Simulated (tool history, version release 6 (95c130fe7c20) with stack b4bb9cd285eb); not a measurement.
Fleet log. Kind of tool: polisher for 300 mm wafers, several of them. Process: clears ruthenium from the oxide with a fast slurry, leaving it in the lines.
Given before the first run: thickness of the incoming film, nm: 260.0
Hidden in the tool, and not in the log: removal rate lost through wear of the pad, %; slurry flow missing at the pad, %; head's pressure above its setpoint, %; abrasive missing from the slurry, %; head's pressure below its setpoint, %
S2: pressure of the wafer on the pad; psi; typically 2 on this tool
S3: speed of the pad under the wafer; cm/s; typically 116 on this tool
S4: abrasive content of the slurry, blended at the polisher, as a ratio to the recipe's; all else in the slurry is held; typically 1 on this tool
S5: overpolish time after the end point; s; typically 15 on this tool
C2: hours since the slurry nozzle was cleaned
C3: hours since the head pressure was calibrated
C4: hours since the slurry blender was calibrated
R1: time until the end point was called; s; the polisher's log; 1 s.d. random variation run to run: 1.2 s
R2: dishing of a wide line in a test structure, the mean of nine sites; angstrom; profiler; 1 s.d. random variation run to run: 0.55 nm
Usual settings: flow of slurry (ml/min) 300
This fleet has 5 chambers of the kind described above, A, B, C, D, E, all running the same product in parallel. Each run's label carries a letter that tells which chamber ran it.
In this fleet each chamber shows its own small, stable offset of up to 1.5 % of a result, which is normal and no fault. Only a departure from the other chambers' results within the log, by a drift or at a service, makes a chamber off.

-- hour=2.8 chamber C: worn pad replaced by a new one
-- hour=2.8 chamber A: slurry nozzle cleaned
run 1C hour=9.2 | flow_of_slurry_(ml/min)=300 S2=2 S3=116 S4=1 S5=15 | wafers_polished_on_this_pad=76 C2=115.3 C3=515.5 C4=74.6 | R1=84.875 R2=320.51
run 2D hour=17.7 | flow_of_slurry_(ml/min)=300 S2=2 S3=116 S4=1 S5=15 | wafers_polished_on_this_pad=653 C2=216.8 C3=325.6 C4=33.9 | R1=85.249 R2=319.95
-- hour=19.2 chamber E: slurry blender recalibrated
run 3B hour=27.4 | flow_of_slurry_(ml/min)=300 S2=2 S3=116 S4=1 S5=15 | wafers_polished_on_this_pad=751 C2=320.9 C3=886.5 C4=347.8 | R1=86.325 R2=324.42
-- hour=31.7 chamber E: worn pad replaced by a new one
run 4A hour=36.4 | flow_of_slurry_(ml/min)=300 S2=2 S3=116 S4=1 S5=15 | wafers_polished_on_this_pad=916 C2=33.6 C3=110.9 C4=150.4 | R1=84.857 R2=322.73
-- hour=47.7 chamber B: worn pad replaced by a new one
run 5E hour=48.9 | flow_of_slurry_(ml/min)=300 S2=2 S3=116 S4=1 S5=15 | wafers_polished_on_this_pad=206 C2=386.9 C3=414.9 C4=29.7 | R1=86.275 R2=324.44
run 6C hour=60.1 | flow_of_slurry_(ml/min)=300 S2=2 S3=116 S4=1 S5=15 | wafers_polished_on_this_pad=683 C2=166.2 C3=566.4 C4=125.5 | R1=84.421 R2=330.27
run 7A hour=67.3 | flow_of_slurry_(ml/min)=300 S2=2 S3=116 S4=1 S5=15 | wafers_polished_on_this_pad=1285 C2=64.5 C3=141.8 C4=181.3 | R1=85.501 R2=321.21
-- hour=73.6 chamber B: slurry blender recalibrated
run 8B hour=73.9 | flow_of_slurry_(ml/min)=300 S2=2 S3=116 S4=1 S5=15 | wafers_polished_on_this_pad=313 C2=367.4 C3=933 C4=0.3 | R1=86.34 R2=329.32
-- hour=78.6 chamber D: worn pad replaced by a new one
run 9E hour=80.5 | flow_of_slurry_(ml/min)=300 S2=2 S3=116 S4=1.15 S5=15 | wafers_polished_on_this_pad=582 C2=418.5 C3=446.5 C4=61.3 | R1=80.461 R2=346.08
-- hour=86.6 chamber C: worn pad replaced by a new one
run 10D hour=91 | flow_of_slurry_(ml/min)=300 S2=2 S3=116 S4=1.15 S5=15 | wafers_polished_on_this_pad=148 C2=290.1 C3=398.9 C4=107.2 | R1=80.099 R2=339.95
-- hour=92.9 chamber A: worn pad replaced by a new one
-- hour=100.8 chamber E: worn pad replaced by a new one
run 11D hour=101.8 | flow_of_slurry_(ml/min)=300 S2=2 S3=116 S4=1.15 S5=15 | wafers_polished_on_this_pad=276 C2=300.9 C3=409.7 C4=118 | R1=78.479 R2=335.18
-- hour=109.3 chamber E: head pressure recalibrated
run 12E hour=112.6 | flow_of_slurry_(ml/min)=300 S2=2 S3=116 S4=1.15 S5=15 | wafers_polished_on_this_pad=141 C2=450.6 C3=3.3 C4=93.4 | R1=80.272 R2=341.01
run 13A hour=121.8 | flow_of_slurry_(ml/min)=300 S2=2 S3=116 S4=1.15 S5=15 | wafers_polished_on_this_pad=345 C2=119 C3=196.3 C4=235.8 | R1=79.297 R2=343.53
-- hour=124.4 chamber B: worn pad replaced by a new one
run 14B hour=127.2 | flow_of_slurry_(ml/min)=300 S2=2 S3=116 S4=1 S5=15 | wafers_polished_on_this_pad=34 C2=420.7 C3=986.3 C4=53.6 | R1=85.637 R2=331.17
run 15C hour=134.3 | flow_of_slurry_(ml/min)=300 S2=2 S3=116 S4=1 S5=15 | wafers_polished_on_this_pad=568 C2=240.4 C3=640.6 C4=199.7 | R1=83.491 R2=325.91
run 16B hour=145.1 | flow_of_slurry_(ml/min)=240 S2=2 S3=116 S4=1 S5=15 | wafers_polished_on_this_pad=247 C2=438.6 C3=1004.2 C4=71.5 | R1=87.792 R2=309.84
run 17D hour=155.3 | flow_of_slurry_(ml/min)=240 S2=2 S3=116 S4=1 S5=15 | wafers_polished_on_this_pad=914 C2=354.4 C3=463.2 C4=171.5 | R1=84.174 R2=310.63
run 18C hour=161.6 | flow_of_slurry_(ml/min)=240 S2=2 S3=116 S4=1 S5=15 | wafers_polished_on_this_pad=894 C2=267.7 C3=667.9 C4=227 | R1=86.467 R2=316.99
-- hour=165.1 chamber C: worn pad replaced by a new one
-- hour=166.2 chamber D: slurry blender recalibrated
run 19A hour=173.6 | flow_of_slurry_(ml/min)=240 S2=2 S3=116 S4=1 S5=15 | wafers_polished_on_this_pad=962 C2=170.8 C3=248.1 C4=287.6 | R1=88.508 R2=312.57
-- hour=179.3 chamber D: worn pad replaced by a new one
run 20E hour=184.9 | flow_of_slurry_(ml/min)=240 S2=2 S3=116 S4=1 S5=15 | wafers_polished_on_this_pad=1003 C2=522.9 C3=75.6 C4=165.7 | R1=86.589 R2=318.03
-- hour=186.7 chamber E: worn pad replaced by a new one
-- hour=189.3 chamber B: worn pad replaced by a new one
run 21A hour=193.1 | flow_of_slurry_(ml/min)=300 S2=2 S3=116 S4=1 S5=15 | wafers_polished_on_this_pad=1195 C2=190.3 C3=267.6 C4=307.1 | R1=85.97 R2=312.07
run 22D hour=205 | flow_of_slurry_(ml/min)=300 S2=2 S3=116 S4=1 S5=15 | wafers_polished_on_this_pad=307 C2=404.1 C3=512.9 C4=38.8 | R1=85.67 R2=323.25
-- hour=211.4 chamber A: worn pad replaced by a new one
run 23C hour=214.7 | flow_of_slurry_(ml/min)=300 S2=2 S3=116 S4=1 S5=15 | wafers_polished_on_this_pad=592 C2=320.8 C3=721 C4=280.1 | R1=84.092 R2=320.89
-- hour=218.3 chamber A: slurry nozzle cleaned
run 24B hour=222.9 | flow_of_slurry_(ml/min)=300 S2=2 S3=116 S4=1 S5=15 | wafers_polished_on_this_pad=401 C2=516.4 C3=1082 C4=149.3 | R1=87.123 R2=315.93
-- hour=230.6 chamber C: slurry blender recalibrated
run 25E hour=231.7 | flow_of_slurry_(ml/min)=300 S2=2 S3=116 S4=1 S5=15 | wafers_polished_on_this_pad=537 C2=569.7 C3=122.4 C4=212.5 | R1=83.842 R2=322.88
run 26E hour=241.1 | flow_of_slurry_(ml/min)=300 S2=2 S3=116 S4=1 S5=15 | wafers_polished_on_this_pad=649 C2=579.1 C3=131.8 C4=221.9 | R1=85.415 R2=318.02
-- hour=245.9 chamber C: worn pad replaced by a new one
run 27D hour=252.7 | flow_of_slurry_(ml/min)=300 S2=2 S3=116 S4=1 S5=15 | wafers_polished_on_this_pad=875 C2=451.8 C3=560.6 C4=86.5 | R1=84.579 R2=325.87
-- hour=254.2 chamber B: worn pad replaced by a new one
run 28C hour=264.6 | flow_of_slurry_(ml/min)=300 S2=2 S3=116 S4=1 S5=15 | wafers_polished_on_this_pad=223 C2=370.7 C3=770.9 C4=34.1 | R1=84.09 R2=321.66
-- hour=269.5 chamber E: worn pad replaced by a new one
run 29B hour=271.3 | flow_of_slurry_(ml/min)=300 S2=2 S3=116 S4=1 S5=15 | wafers_polished_on_this_pad=204 C2=564.8 C3=1130.4 C4=197.7 | R1=91.82 R2=309.73
run 30A hour=277.4 | flow_of_slurry_(ml/min)=300 S2=2 S3=116 S4=1 S5=15 | wafers_polished_on_this_pad=787 C2=59.2 C3=351.9 C4=391.4 | R1=86.956 R2=320.3
-- hour=282.1 chamber D: worn pad replaced by a new one
run 31A hour=286.2 | flow_of_slurry_(ml/min)=300 S2=2 S3=116 S4=1 S5=15 | wafers_polished_on_this_pad=892 C2=68 C3=360.7 C4=400.2 | R1=85.61 R2=318.38
run 32D hour=292.7 | flow_of_slurry_(ml/min)=300 S2=2 S3=116 S4=1 S5=15 | wafers_polished_on_this_pad=127 C2=491.8 C3=600.6 C4=126.5 | R1=82.757 R2=329.44
run 33B hour=300.5 | flow_of_slurry_(ml/min)=300 S2=2 S3=116 S4=1 S5=15 | wafers_polished_on_this_pad=552 C2=594 C3=1159.6 C4=226.9 | R1=90.266 R2=311.07
-- hour=308.4 chamber E: slurry blender recalibrated
run 34C hour=311.2 | flow_of_slurry_(ml/min)=300 S2=2 S3=116 S4=1 S5=15 | wafers_polished_on_this_pad=778 C2=417.3 C3=817.5 C4=80.7 | R1=84.046 R2=316.76
-- hour=314.1 chamber D: slurry blender recalibrated
-- hour=320.5 chamber A: slurry blender recalibrated
run 35E hour=323.6 | flow_of_slurry_(ml/min)=300 S2=2 S3=116 S4=1 S5=15 | wafers_polished_on_this_pad=645 C2=661.6 C3=214.3 C4=15.2 | R1=86.835 R2=326.4
-- hour=325.5 chamber C: worn pad replaced by a new one
-- hour=325.5 chamber A: worn pad replaced by a new one
run 36B hour=331.4 | flow_of_slurry_(ml/min)=300 S2=2 S3=116 S4=1 S5=15 | wafers_polished_on_this_pad=920 C2=624.9 C3=1190.5 C4=257.8 | R1=91.524 R2=307.46
run 37E hour=338.9 | flow_of_slurry_(ml/min)=300 S2=2 S3=116 S4=1 S5=15 | wafers_polished_on_this_pad=827 C2=676.9 C3=229.6 C4=30.5 | R1=86.639 R2=331.01
run 38D hour=349.8 | flow_of_slurry_(ml/min)=300 S2=2 S3=116 S4=1 S5=15 | wafers_polished_on_this_pad=807 C2=548.9 C3=657.7 C4=35.8 | R1=82.897 R2=331.9
run 39C hour=356.2 | flow_of_slurry_(ml/min)=300 S2=2 S3=116 S4=1 S5=15 | wafers_polished_on_this_pad=366 C2=462.3 C3=862.5 C4=125.7 | R1=83.527 R2=323.25
run 40A hour=366.8 | flow_of_slurry_(ml/min)=300 S2=2 S3=116 S4=1 S5=15 | wafers_polished_on_this_pad=492 C2=148.6 C3=441.3 C4=46.4 | R1=83.786 R2=321.72
run 41A hour=375.4 | flow_of_slurry_(ml/min)=300 S2=2 S3=116 S4=1 S5=15 | wafers_polished_on_this_pad=595 C2=157.2 C3=449.9 C4=55 | R1=85.082 R2=321.52

One chamber off, gauge drift, or nothing amiss beyond the chambers' own small offsets? If it is a chamber, which one, and what is the likeliest cause?

Chamber B drifts away from the others.
Cause: head's pressure below its setpoint, % = 9.09.
Not necessarily distinguishable in this log from: abrasive missing from the slurry, %.

Below are 4 candidate recipes for chamber B's next run, each the usual settings with a change, their results shown as question marks. Which of them brings B's results back in line with what the other chambers give on the usual settings?
To be in line, a result may differ from the other chambers' mean on the usual settings by at most: R1 4.2 s; R2 19 angstrom
run 42B-1 hour=384.3 | flow_of_slurry_(ml/min)=300 S2=1.9 S3=110 S4=1 S5=15 | R1=? R2=?
run 42B-2 hour=384.3 | flow_of_slurry_(ml/min)=305 S2=2.2 S3=130 S4=1.05 S5=15 | R1=? R2=?
run 42B-3 hour=384.3 | flow_of_slurry_(ml/min)=295 S2=1.8 S3=102 S4=0.95 S5=16 | R1=? R2=?
run 42B-4 hour=384.3 | flow_of_slurry_(ml/min)=300 S2=2.1 S3=122 S4=1 S5=15 | R1=? R2=?

The other chambers' mean on the usual settings: R1 84.583 s; R2 323.52 angstrom
run=42B-1 R1=105.08 R2=277.97
run=42B-2 R1=75.027 R2=359.36
run=42B-3 R1=122.66 R2=258.51
run=42B-4 R1=85.72 R2=325.61
The right change is 42B-4: it brings the chamber back within the allowed miss of the others.

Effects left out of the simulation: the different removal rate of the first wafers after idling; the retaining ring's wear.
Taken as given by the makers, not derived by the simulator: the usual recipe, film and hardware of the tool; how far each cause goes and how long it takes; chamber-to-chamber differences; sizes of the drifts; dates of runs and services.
